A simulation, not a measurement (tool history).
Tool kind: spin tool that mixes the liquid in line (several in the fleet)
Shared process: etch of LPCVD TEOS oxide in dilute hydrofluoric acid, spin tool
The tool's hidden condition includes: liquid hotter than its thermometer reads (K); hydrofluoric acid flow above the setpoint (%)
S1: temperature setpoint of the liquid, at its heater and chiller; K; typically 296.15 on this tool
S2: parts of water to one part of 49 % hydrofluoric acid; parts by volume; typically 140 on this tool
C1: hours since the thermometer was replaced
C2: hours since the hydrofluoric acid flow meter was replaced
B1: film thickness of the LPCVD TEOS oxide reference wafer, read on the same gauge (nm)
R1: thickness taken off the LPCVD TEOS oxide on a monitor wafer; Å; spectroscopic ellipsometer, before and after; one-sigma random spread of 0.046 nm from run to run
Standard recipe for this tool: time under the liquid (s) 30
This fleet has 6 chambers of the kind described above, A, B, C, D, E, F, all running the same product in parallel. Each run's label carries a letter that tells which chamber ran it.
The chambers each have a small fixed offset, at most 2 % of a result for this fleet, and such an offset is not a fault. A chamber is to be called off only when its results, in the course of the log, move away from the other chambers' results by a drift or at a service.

{"run": "1C", "hour": 14.2, "S1": 296.15, "S2": 140, "time under the liquid (s)": 30, "C1": 1006.8, "C2": 550.4, "B1": 109.98, "R1": 53.96}
{"run": "2A", "hour": 28.2, "S1": 296.15, "S2": 140, "time under the liquid (s)": 30, "C1": 257.7, "C2": 114.6, "B1": 110, "R1": 54.947}
{"run": "3E", "hour": 37.3, "S1": 296.15, "S2": 140, "time under the liquid (s)": 30, "C1": 471, "C2": 475.5, "B1": 109.96, "R1": 53.684}
{"run": "4B", "hour": 52.0, "S1": 296.15, "S2": 140, "time under the liquid (s)": 30, "C1": 2060.5, "C2": 134.3, "B1": 110, "R1": 54.56}
{"run": "5F", "hour": 63.4, "S1": 296.15, "S2": 140, "time under the liquid (s)": 30, "C1": 876.3, "C2": 383.8, "B1": 110.04, "R1": 53.917}
{"run": "6D", "hour": 70.4, "S1": 296.15, "S2": 140, "time under the liquid (s)": 30, "C1": 1899.5, "C2": 432.9, "B1": 110.02, "R1": 52.614}
{"run": "7B", "hour": 82.9, "S1": 296.15, "S2": 140, "time under the liquid (s)": 30, "C1": 2091.4, "C2": 165.2, "B1": 110.02, "R1": 55.477}
{"run": "8F", "hour": 91.1, "S1": 296.15, "S2": 140, "time under the liquid (s)": 30, "C1": 904, "C2": 411.5, "B1": 110, "R1": 53.645}
{"run": "9E", "hour": 101.3, "S1": 296.15, "S2": 140, "time under the liquid (s)": 30, "C1": 535, "C2": 539.5, "B1": 110.01, "R1": 53.404}
{"run": "10D", "hour": 111.8, "S1": 296.15, "S2": 140, "time under the liquid (s)": 30, "C1": 1940.9, "C2": 474.3, "B1": 109.99, "R1": 52.868}
{"run": "11C", "hour": 119.6, "S1": 296.15, "S2": 165, "time under the liquid (s)": 15, "C1": 1112.2, "C2": 655.8, "B1": 109.98, "R1": 22.487}
{"run": "12A", "hour": 131.0, "S1": 296.15, "S2": 165, "time under the liquid (s)": 15, "C1": 360.5, "C2": 217.4, "B1": 110.04, "R1": 22.55}
{"run": "13A", "hour": 145.1, "S1": 296.15, "S2": 165, "time under the liquid (s)": 15, "C1": 374.6, "C2": 231.5, "B1": 109.97, "R1": 22.554}
{"run": "14B", "hour": 152.1, "S1": 296.15, "S2": 165, "time under the liquid (s)": 15, "C1": 2160.6, "C2": 234.4, "B1": 110.01, "R1": 22.665}
{"run": "15C", "hour": 165.9, "S1": 296.15, "S2": 165, "time under the liquid (s)": 15, "C1": 1158.5, "C2": 702.1, "B1": 109.97, "R1": 22.452}
{"run": "16D", "hour": 179.1, "S1": 296.15, "S2": 165, "time under the liquid (s)": 15, "C1": 2008.2, "C2": 541.6, "B1": 109.97, "R1": 21.974}
{"run": "17F", "hour": 192.9, "S1": 296.15, "S2": 140, "time under the liquid (s)": 30, "C1": 1005.8, "C2": 513.3, "B1": 110.04, "R1": 54.827}
{"run": "18E", "hour": 207.8, "S1": 296.15, "S2": 140, "time under the liquid (s)": 30, "C1": 641.5, "C2": 646, "B1": 109.98, "R1": 53.623}
{"run": "19D", "hour": 214.9, "S1": 296.15, "S2": 140, "time under the liquid (s)": 30, "C1": 2044, "C2": 577.4, "B1": 109.99, "R1": 53.356}
{"run": "20C", "hour": 224.5, "S1": 296.15, "S2": 140, "time under the liquid (s)": 30, "C1": 1217.1, "C2": 760.7, "B1": 109.95, "R1": 53.42}
{"run": "21B", "hour": 233.5, "S1": 296.15, "S2": 140, "time under the liquid (s)": 30, "C1": 2242, "C2": 315.8, "B1": 110.01, "R1": 55.185}
{"run": "22F", "hour": 244.1, "S1": 296.15, "S2": 140, "time under the liquid (s)": 30, "C1": 1057, "C2": 564.5, "B1": 110.02, "R1": 54.362}
{"run": "23A", "hour": 252.3, "S1": 296.15, "S2": 90, "time under the liquid (s)": 45, "C1": 481.8, "C2": 338.7, "B1": 109.99, "R1": 134.09}
{"run": "24E", "hour": 259.5, "S1": 296.15, "S2": 90, "time under the liquid (s)": 45, "C1": 693.2, "C2": 697.7, "B1": 109.99, "R1": 132.63}
{"run": "25E", "hour": 269.4, "S1": 296.15, "S2": 90, "time under the liquid (s)": 45, "C1": 703.1, "C2": 707.6, "B1": 109.94, "R1": 131.87}
{"run": "26B", "hour": 283.8, "S1": 296.15, "S2": 90, "time under the liquid (s)": 45, "C1": 2292.3, "C2": 366.1, "B1": 109.97, "R1": 134.27}
{"run": "27A", "hour": 297.3, "S1": 296.15, "S2": 90, "time under the liquid (s)": 45, "C1": 526.8, "C2": 383.7, "B1": 110.03, "R1": 135.52}
{"run": "28F", "hour": 305.8, "S1": 296.15, "S2": 90, "time under the liquid (s)": 45, "C1": 1118.7, "C2": 626.2, "B1": 109.96, "R1": 137.74}
{"run": "29D", "hour": 314.0, "S1": 296.15, "S2": 75, "time under the liquid (s)": 40, "C1": 2143.1, "C2": 676.5, "B1": 110, "R1": 145.18}
{"run": "30C", "hour": 323.0, "S1": 296.15, "S2": 75, "time under the liquid (s)": 40, "C1": 1315.6, "C2": 859.2, "B1": 110, "R1": 145.82}
{"run": "31F", "hour": 333.6, "S1": 296.15, "S2": 75, "time under the liquid (s)": 40, "C1": 1146.5, "C2": 654, "B1": 109.99, "R1": 152.07}
{"run": "32C", "hour": 348.0, "S1": 296.15, "S2": 75, "time under the liquid (s)": 40, "C1": 1340.6, "C2": 884.2, "B1": 109.96, "R1": 145.8}
{"run": "33A", "hour": 354.9, "S1": 296.15, "S2": 75, "time under the liquid (s)": 40, "C1": 584.4, "C2": 441.3, "B1": 109.99, "R1": 146.21}
{"run": "34E", "hour": 369.0, "S1": 296.15, "S2": 75, "time under the liquid (s)": 40, "C1": 802.7, "C2": 807.2, "B1": 110, "R1": 142.79}
{"run": "35B", "hour": 382.0, "S1": 296.15, "S2": 140, "time under the liquid (s)": 30, "C1": 2390.5, "C2": 464.3, "B1": 110, "R1": 55.208}
{"hour": 385.7, "done": "chamber A: thermometer replaced"}
{"run": "36D", "hour": 390.0, "S1": 296.15, "S2": 140, "time under the liquid (s)": 30, "C1": 2219.1, "C2": 752.5, "B1": 110.08, "R1": 53.728}
{"run": "37C", "hour": 400.1, "S1": 296.15, "S2": 140, "time under the liquid (s)": 30, "C1": 1392.7, "C2": 936.3, "B1": 110.04, "R1": 53.395}
{"run": "38E", "hour": 411.6, "S1": 296.15, "S2": 140, "time under the liquid (s)": 30, "C1": 845.3, "C2": 849.8, "B1": 110, "R1": 53.138}
{"run": "39B", "hour": 425.7, "S1": 296.15, "S2": 140, "time under the liquid (s)": 25, "C1": 2434.2, "C2": 508, "B1": 109.97, "R1": 46.337}
{"run": "40D", "hour": 436.7, "S1": 296.15, "S2": 140, "time under the liquid (s)": 25, "C1": 2265.8, "C2": 799.2, "B1": 110.02, "R1": 44.731}
{"run": "41F", "hour": 444.5, "S1": 296.15, "S2": 140, "time under the liquid (s)": 25, "C1": 1257.4, "C2": 764.9, "B1": 110.01, "R1": 47.541}
{"run": "42A", "hour": 457.7, "S1": 296.15, "S2": 140, "time under the liquid (s)": 25, "C1": 72.1, "C2": 544.1, "B1": 110.02, "R1": 45.567}
{"run": "43B", "hour": 472.4, "S1": 296.15, "S2": 140, "time under the liquid (s)": 25, "C1": 2480.9, "C2": 554.7, "B1": 109.97, "R1": 46.009}
{"run": "44E", "hour": 480.2, "S1": 296.15, "S2": 140, "time under the liquid (s)": 25, "C1": 913.9, "C2": 918.4, "B1": 110.07, "R1": 45.298}

Predict what each chamber gives when all 6 of them run the settings below next.
{"run": "45A", "hour": 490.9, "S1": 296.15, "S2": 140, "time under the liquid (s)": 30, "R1": "?"}
{"run": "45B", "hour": 490.9, "S1": 296.15, "S2": 140, "time under the liquid (s)": 30, "R1": "?"}
{"run": "45C", "hour": 490.9, "S1": 296.15, "S2": 140, "time under the liquid (s)": 30, "R1": "?"}
{"run": "45D", "hour": 490.9, "S1": 296.15, "S2": 140, "time under the liquid (s)": 30, "R1": "?"}
{"run": "45E", "hour": 490.9, "S1": 296.15, "S2": 140, "time under the liquid (s)": 30, "R1": "?"}
{"run": "45F", "hour": 490.9, "S1": 296.15, "S2": 140, "time under the liquid (s)": 30, "R1": "?"}

run=45A R1=55.064
run=45B R1=55.113
run=45C R1=53.144
run=45D R1=53.227
run=45E R1=52.832
run=45F R1=56.554

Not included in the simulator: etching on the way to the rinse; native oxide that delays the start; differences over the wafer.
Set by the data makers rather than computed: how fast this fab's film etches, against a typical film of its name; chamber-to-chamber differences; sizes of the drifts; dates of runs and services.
